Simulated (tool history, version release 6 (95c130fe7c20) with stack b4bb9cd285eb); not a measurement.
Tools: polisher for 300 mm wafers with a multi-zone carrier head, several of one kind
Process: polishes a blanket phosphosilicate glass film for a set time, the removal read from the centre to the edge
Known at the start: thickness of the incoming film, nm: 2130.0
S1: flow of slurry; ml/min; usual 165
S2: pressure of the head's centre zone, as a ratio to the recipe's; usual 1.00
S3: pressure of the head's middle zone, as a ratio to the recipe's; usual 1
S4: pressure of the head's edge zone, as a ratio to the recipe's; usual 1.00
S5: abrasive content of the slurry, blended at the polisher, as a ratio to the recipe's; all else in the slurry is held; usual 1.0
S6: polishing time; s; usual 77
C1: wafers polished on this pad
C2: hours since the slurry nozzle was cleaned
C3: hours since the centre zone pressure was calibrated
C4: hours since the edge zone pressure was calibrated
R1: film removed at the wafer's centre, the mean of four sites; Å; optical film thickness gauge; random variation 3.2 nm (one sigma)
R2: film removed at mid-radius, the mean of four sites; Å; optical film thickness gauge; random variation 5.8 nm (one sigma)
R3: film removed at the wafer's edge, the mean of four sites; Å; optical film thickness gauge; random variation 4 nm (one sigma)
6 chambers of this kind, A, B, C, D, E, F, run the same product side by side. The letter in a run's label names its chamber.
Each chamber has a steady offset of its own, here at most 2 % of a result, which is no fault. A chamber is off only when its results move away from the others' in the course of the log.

run	day	S1	S2	S3	S4	S5	S6	C1	C2	C3	C4	R1	R2	R3
1E	0.221	165	1.00	1	1.00	1.0	77	378	274.3	109.9	256.4	4717.1	4740.2	4787.3
# day 0.458: chamber F: centre zone pressure recalibrated
2D	0.475	165	1.00	1	1.00	1.0	77	156	275.7	305.4	257.2	4768.0	4926.3	4768.6
3A	0.662	165	1.00	1	1.00	1.0	77	287	218.6	119.9	433.5	4753.3	4725.6	4754.5
4C	0.983	165	1.00	1	1.00	1.0	77	579	76.3	302.2	88.4	4810.3	4694.8	4807.3
5B	1.200	165	1.00	1	1.00	1.0	85	649	71.3	160.4	234.9	5300.7	5171.6	5246.8
6F	1.371	165	1.00	1	1.00	1.0	85	1123	58.4	21.9	127.3	5299.1	5222.3	5248.4
7A	1.567	165	1.00	1	1.00	1.0	85	413	240.3	141.6	455.2	5238.7	5225.3	5201.1
8B	1.833	165	1.00	1	1.00	1.0	85	738	86.5	175.6	250.1	5277.9	5247.3	5218.1
9E	2.083	165	1.00	1	1.00	1.0	85	639	319.0	154.6	301.1	5222.4	5277.7	5329.6
10C	2.262	165	1.00	1	1.00	1.0	85	758	107.0	332.9	119.1	5364.8	5124.0	5164.3
11D	2.446	165	1.00	1	1.00	1.0	77	431	323.0	352.7	304.5	4785.1	4836.0	4780.8
12F	2.608	165	1.00	1	1.00	1.0	77	1296	88.1	51.6	157.0	4869.9	4737.2	4788.5
13A	2.812	165	1.00	1	1.00	1.0	77	588	270.2	171.5	485.1	4773.6	4758.2	4747.3
14C	3.058	165	1.00	1	1.00	1.0	77	869	126.1	352.0	138.2	4807.6	4770.1	4664.5
# day 3.150: chamber F: worn pad replaced by a new one
15D	3.400	165	1.00	1	1.00	0.8	77	565	345.9	375.6	327.4	4277.3	4282.0	4261.7
16F	3.675	165	1.00	1	1.00	0.8	77	73	113.7	77.2	182.6	4304.8	4211.6	4369.9
17E	3.854	165	1.00	1	1.00	0.8	77	886	361.5	197.1	343.6	4276.6	4221.2	4329.7
# day 4.008: chamber E: worn pad replaced by a new one
18B	4.121	165	1.00	1	1.00	0.8	77	1057	141.4	230.5	305.0	4254.2	4187.0	4294.8
19D	4.404	165	1.00	1	1.00	0.8	77	705	370.0	399.7	351.5	4257.3	4280.8	4278.7
20C	4.658	165	1.00	1	1.00	0.8	77	1093	164.5	390.4	176.6	4302.5	4161.6	4158.5
# day 4.758: chamber C: worn pad replaced by a new one
21E	4.950	165	1.00	1	1.00	1.0	77	131	387.8	223.4	369.9	4737.3	4647.8	4841.7
22A	5.171	165	1.00	1	1.00	1.0	77	917	326.8	228.1	541.7	4760.4	4757.1	4756.0
23F	5.500	165	1.00	1	1.07	1.0	101	329	157.5	121.0	226.4	6343.2	6264.9	6567.1
24B	5.688	165	1.00	1	1.07	1.0	101	1276	179.0	268.1	342.6	6274.8	6212.3	6397.0
25E	5.933	165	1.00	1	1.07	1.0	101	269	411.4	247.0	393.5	6135.3	6243.4	6502.0
# day 5.942: chamber C: centre zone pressure recalibrated
26F	6.229	165	1.00	1	1.07	1.0	101	430	175.0	138.5	243.9	6356.5	6191.9	6510.8
27D	6.538	165	1.00	1	1.07	1.0	101	1003	421.2	450.9	402.7	6194.1	6216.5	6484.9
# day 6.662: chamber B: worn pad replaced by a new one
28B	6.817	165	1.00	1	1.07	1.0	101	22	206.1	295.2	369.7	6281.0	6147.2	6491.1
29A	7.150	165	1.00	1	1.00	1.0	77	1194	374.3	275.6	589.2	4767.2	4639.2	4750.8
30C	7.417	165	1.00	1	1.00	1.0	77	371	230.7	35.5	242.8	4838.5	4719.1	4710.1
31E	7.658	165	1.00	1	1.00	1.0	77	510	452.8	288.4	434.9	4701.5	4845.7	4772.2
32A	7.988	165	1.00	1	1.00	1.0	77	1311	394.4	295.7	609.3	4773.5	4711.2	4809.6
33C	8.325	165	1.00	1	1.00	1.0	77	498	252.5	57.3	264.6	4854.4	4703.2	4718.6
34D	8.488	165	1.00	1	1.00	1.0	77	1276	468.0	497.7	449.5	4713.2	4840.9	4691.7
35B	8.808	165	1.00	1	1.00	1.0	77	300	253.9	343.0	417.5	4750.1	4826.0	4792.5
36F	9.025	165	1.00	1	1.00	1.0	77	821	242.1	205.6	311.0	4840.1	4741.8	4783.3

Is one chamber off against the others, does the gauge drift, or is nothing wrong? If a chamber is off, say which, and what the likeliest cause is.

No chamber stands off beyond its own small offset, and the gauge holds steady.
